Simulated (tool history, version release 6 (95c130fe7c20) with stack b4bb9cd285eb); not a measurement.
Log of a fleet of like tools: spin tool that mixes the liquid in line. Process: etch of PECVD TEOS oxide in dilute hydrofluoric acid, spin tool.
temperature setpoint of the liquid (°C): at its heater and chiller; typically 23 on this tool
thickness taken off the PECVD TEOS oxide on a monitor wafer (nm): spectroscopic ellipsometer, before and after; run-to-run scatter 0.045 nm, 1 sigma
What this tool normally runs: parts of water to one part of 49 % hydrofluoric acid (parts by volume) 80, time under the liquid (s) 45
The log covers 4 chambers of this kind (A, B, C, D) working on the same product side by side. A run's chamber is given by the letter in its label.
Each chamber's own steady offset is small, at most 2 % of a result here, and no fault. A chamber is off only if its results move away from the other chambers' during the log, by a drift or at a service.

| run | hour | temperature setpoint of the liquid (°C) | parts of water to one part of 49 % hydrofluoric acid (parts by volume) | time under the liquid (s) | read-back film thickness of the PECVD TEOS oxide reference wafer, read on the same gauge (nm) | thickness taken off the PECVD TEOS oxide on a monitor wafer (nm) |
|---|---|---|---|---|---|---|
| 1B | 5.6 | 23 | 80 | 45 | 150.06 | 11.326 |
| 2C | 13 | 23 | 80 | 45 | 150.04 | 11.406 |
| 3D | 19.8 | 23 | 80 | 45 | 150.03 | 11.675 |
| 4A | 26.5 | 23 | 80 | 45 | 150.03 | 11.353 |
| 5D | 30.4 | 23 | 80 | 45 | 150 | 11.589 |
| 6B | 34.3 | 23 | 80 | 45 | 150.01 | 11.305 |
| 7A | 39 | 23 | 80 | 45 | 150.06 | 11.372 |
| 8C | 47 | 23 | 80 | 45 | 150.04 | 11.418 |
| 9D | 52.1 | 23 | 80 | 45 | 149.98 | 11.705 |
| 10A | 56.1 | 23 | 80 | 45 | 150.02 | 11.429 |
| 11B | 60.3 | 23 | 80 | 30 | 149.97 | 7.5767 |
| 12C | 66.3 | 23 | 80 | 30 | 149.97 | 7.6369 |
| 13B | 71 | 23 | 80 | 30 | 150.01 | 7.5087 |
| 14C | 75.3 | 23 | 80 | 30 | 150 | 7.5466 |
| 15D | 79.4 | 23 | 80 | 45 | 150.06 | 11.698 |
| 16A | 85.9 | 26.5 | 80 | 55 | 150 | 15.975 |
| 17D | 90.9 | 26.5 | 80 | 55 | 149.96 | 16.382 |
| 18C | 95.6 | 26.5 | 80 | 55 | 150.02 | 16.04 |
| 19B | 100.2 | 26.5 | 80 | 55 | 150.04 | 15.943 |
| 20A | 106.2 | 23 | 80 | 45 | 150.01 | 11.433 |
| 21C | 111.7 | 23 | 80 | 45 | 150.01 | 11.373 |
| 22A | 116 | 23 | 80 | 45 | 150 | 11.428 |
| 23B | 121.1 | 23 | 80 | 45 | 150.02 | 11.287 |
| 24D | 126.9 | 23 | 80 | 45 | 150 | 11.598 |
| 25C | 132.4 | 23 | 80 | 45 | 149.99 | 11.458 |
| 26D | 136.3 | 23 | 80 | 45 | 150.06 | 11.58 |
| 27A | 144 | 23 | 80 | 45 | 150.02 | 11.423 |
| 28B | 151.6 | 23 | 80 | 45 | 150.01 | 11.221 |
| 29C | 156.9 | 25.5 | 80 | 45 | 150.02 | 12.685 |
| 30B | 161.8 | 25.5 | 80 | 45 | 149.98 | 12.572 |
| 31A | 165.7 | 25.5 | 80 | 45 | 149.94 | 12.675 |
| 32D | 171.4 | 25.5 | 80 | 45 | 149.99 | 12.772 |

All 4 chambers run these settings next. Forecast each chamber's results:
| 33A | 177.6 | 23 | 80 | 45 |  | ? |
| 33B | 177.6 | 23 | 80 | 45 |  | ? |
| 33C | 177.6 | 23 | 80 | 45 |  | ? |
| 33D | 177.6 | 23 | 80 | 45 |  | ? |

| run | thickness taken off the PECVD TEOS oxide on a monitor wafer (nm) |
|---|---|
| 33A | 11.481 |
| 33B | 11.254 |
| 33C | 11.409 |
| 33D | 11.672 |
